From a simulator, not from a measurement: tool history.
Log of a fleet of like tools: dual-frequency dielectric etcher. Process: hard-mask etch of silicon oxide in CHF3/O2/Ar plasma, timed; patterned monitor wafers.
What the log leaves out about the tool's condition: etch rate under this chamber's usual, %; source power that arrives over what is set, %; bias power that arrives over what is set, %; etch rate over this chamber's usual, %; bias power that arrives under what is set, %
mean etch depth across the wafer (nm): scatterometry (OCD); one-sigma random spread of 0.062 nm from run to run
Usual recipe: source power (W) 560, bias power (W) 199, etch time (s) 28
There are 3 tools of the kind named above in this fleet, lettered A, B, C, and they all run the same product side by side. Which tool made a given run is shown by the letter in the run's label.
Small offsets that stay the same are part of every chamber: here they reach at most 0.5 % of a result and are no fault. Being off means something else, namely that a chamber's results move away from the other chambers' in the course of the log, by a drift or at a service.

| run | hour | source power (W) | bias power (W) | etch time (s) | hours since the last wet clean | hours since the last source power generator calibration | hours since the last bias power generator calibration | read-back reference wafer on the same gauge, depth_nm | mean etch depth across the wafer (nm) |
|---|---|---|---|---|---|---|---|---|---|
| 1B | 8.3 | 560 | 199 | 28 | 412.5 | 2321.7 | 2286.8 | 57.418 | 55.671 |
| 2C | 19.2 | 560 | 199 | 28 | 305.2 | 1868.4 | 729.3 | 57.416 | 56.022 |
| 3A | 28.3 | 560 | 199 | 28 | 317.0 | 214.1 | 1474.3 | 57.427 | 55.958 |
| 4B | 37.3 | 560 | 199 | 28 | 441.5 | 2350.7 | 2315.8 | 57.441 | 55.601 |
| 5A | 45.8 | 560 | 199 | 28 | 334.5 | 231.6 | 1491.8 | 57.444 | 56.011 |
| 6C | 51.6 | 560 | 199 | 28 | 337.6 | 1900.8 | 761.7 | 57.445 | 55.924 |
| 7A | 62.2 | 560 | 199 | 28 | 350.9 | 248.0 | 1508.2 | 57.448 | 55.864 |
| 8C | 71.3 | 560 | 199 | 28 | 357.3 | 1920.5 | 781.4 | 57.465 | 55.982 |
| 9B | 79.4 | 560 | 199 | 28 | 483.6 | 2392.8 | 2357.9 | 57.457 | 55.740 |
| 10A | 89.3 | 560 | 199 | 28 | 378.0 | 275.1 | 1535.3 | 57.480 | 55.974 |
|  | 90.2 | chamber B: wet clean of the chamber |
|  | 92.7 | chamber C: wet clean of the chamber |
| 11B | 100.1 | 560 | 199 | 28 | 10.0 | 2413.5 | 2378.6 | 57.485 | 55.721 |
| 12C | 106.5 | 560 | 199 | 28 | 13.9 | 1955.7 | 816.6 | 57.472 | 56.006 |
| 13B | 114.5 | 560 | 199 | 28 | 24.4 | 2427.9 | 2393.0 | 57.491 | 55.837 |
| 14A | 121.6 | 560 | 199 | 28 | 410.3 | 307.4 | 1567.6 | 57.506 | 56.043 |
| 15C | 132.6 | 560 | 199 | 28 | 40.0 | 1981.8 | 842.7 | 57.506 | 55.971 |
| 16B | 139.3 | 560 | 199 | 28 | 49.2 | 2452.7 | 2417.8 | 57.508 | 55.769 |
| 17C | 146.6 | 560 | 199 | 28 | 54.0 | 1995.8 | 856.7 | 57.505 | 56.121 |
| 18A | 152.0 | 560 | 199 | 28 | 440.7 | 337.8 | 1598.0 | 57.523 | 56.045 |
| 19C | 159.3 | 560 | 221 | 34 | 66.7 | 2008.5 | 869.4 | 57.517 | 70.511 |
| 20A | 166.1 | 560 | 221 | 34 | 454.8 | 351.9 | 1612.1 | 57.545 | 70.514 |
| 21B | 174.1 | 560 | 221 | 34 | 84.0 | 2487.5 | 2452.6 | 57.527 | 70.238 |
| 22A | 182.1 | 560 | 199 | 28 | 470.8 | 367.9 | 1628.1 | 57.563 | 56.054 |
| 23B | 189.7 | 560 | 199 | 28 | 99.6 | 2503.1 | 2468.2 | 57.560 | 55.779 |
| 24C | 198.2 | 560 | 199 | 28 | 105.6 | 2047.4 | 908.3 | 57.570 | 56.071 |
| 25A | 209.0 | 650 | 247 | 28 | 497.7 | 394.8 | 1655.0 | 57.564 | 63.921 |
| 26B | 214.7 | 650 | 247 | 28 | 124.6 | 2528.1 | 2493.2 | 57.569 | 63.672 |
|  | 219.2 | chamber A: wet clean of the chamber |
| 27C | 219.7 | 650 | 247 | 28 | 127.1 | 2068.9 | 929.8 | 57.577 | 64.256 |
| 28C | 229.6 | 560 | 199 | 28 | 137.0 | 2078.8 | 939.7 | 57.599 | 56.053 |
| 29A | 238.9 | 660 | 157 | 28 | 19.8 | 424.7 | 1684.9 | 57.590 | 55.058 |
| 30B | 248.8 | 660 | 157 | 28 | 158.7 | 2562.2 | 2527.3 | 57.608 | 55.027 |
| 31A | 257.5 | 660 | 157 | 28 | 38.4 | 443.3 | 1703.5 | 57.614 | 55.152 |
| 32C | 263.1 | 560 | 199 | 28 | 170.5 | 2112.3 | 973.2 | 57.624 | 56.111 |
| 33B | 271.8 | 560 | 199 | 28 | 181.7 | 2585.2 | 2550.3 | 57.621 | 55.851 |
| 34B | 282.3 | 560 | 199 | 28 | 192.2 | 2595.7 | 2560.8 | 57.626 | 56.021 |
| 35A | 287.8 | 560 | 199 | 28 | 68.7 | 473.6 | 1733.8 | 57.636 | 56.260 |
| 36C | 296.7 | 560 | 199 | 28 | 204.1 | 2145.9 | 1006.8 | 57.633 | 56.232 |
| 37C | 305.6 | 560 | 199 | 28 | 213.0 | 2154.8 | 1015.7 | 57.637 | 56.275 |
| 38A | 314.5 | 560 | 199 | 28 | 95.4 | 500.3 | 1760.5 | 57.658 | 56.140 |

All chambers now run identical settings, listed one chamber a line with results as question marks. What results will each chamber show?
| 39A | 322.3 | 560 | 199 | 33 |  |  |  |  | ? |
| 39B | 322.3 | 560 | 199 | 33 |  |  |  |  | ? |
| 39C | 322.3 | 560 | 199 | 33 |  |  |  |  | ? |

| run | mean etch depth across the wafer (nm) |
|---|---|
| 39A | 66.184 |
| 39B | 65.850 |
| 39C | 66.355 |

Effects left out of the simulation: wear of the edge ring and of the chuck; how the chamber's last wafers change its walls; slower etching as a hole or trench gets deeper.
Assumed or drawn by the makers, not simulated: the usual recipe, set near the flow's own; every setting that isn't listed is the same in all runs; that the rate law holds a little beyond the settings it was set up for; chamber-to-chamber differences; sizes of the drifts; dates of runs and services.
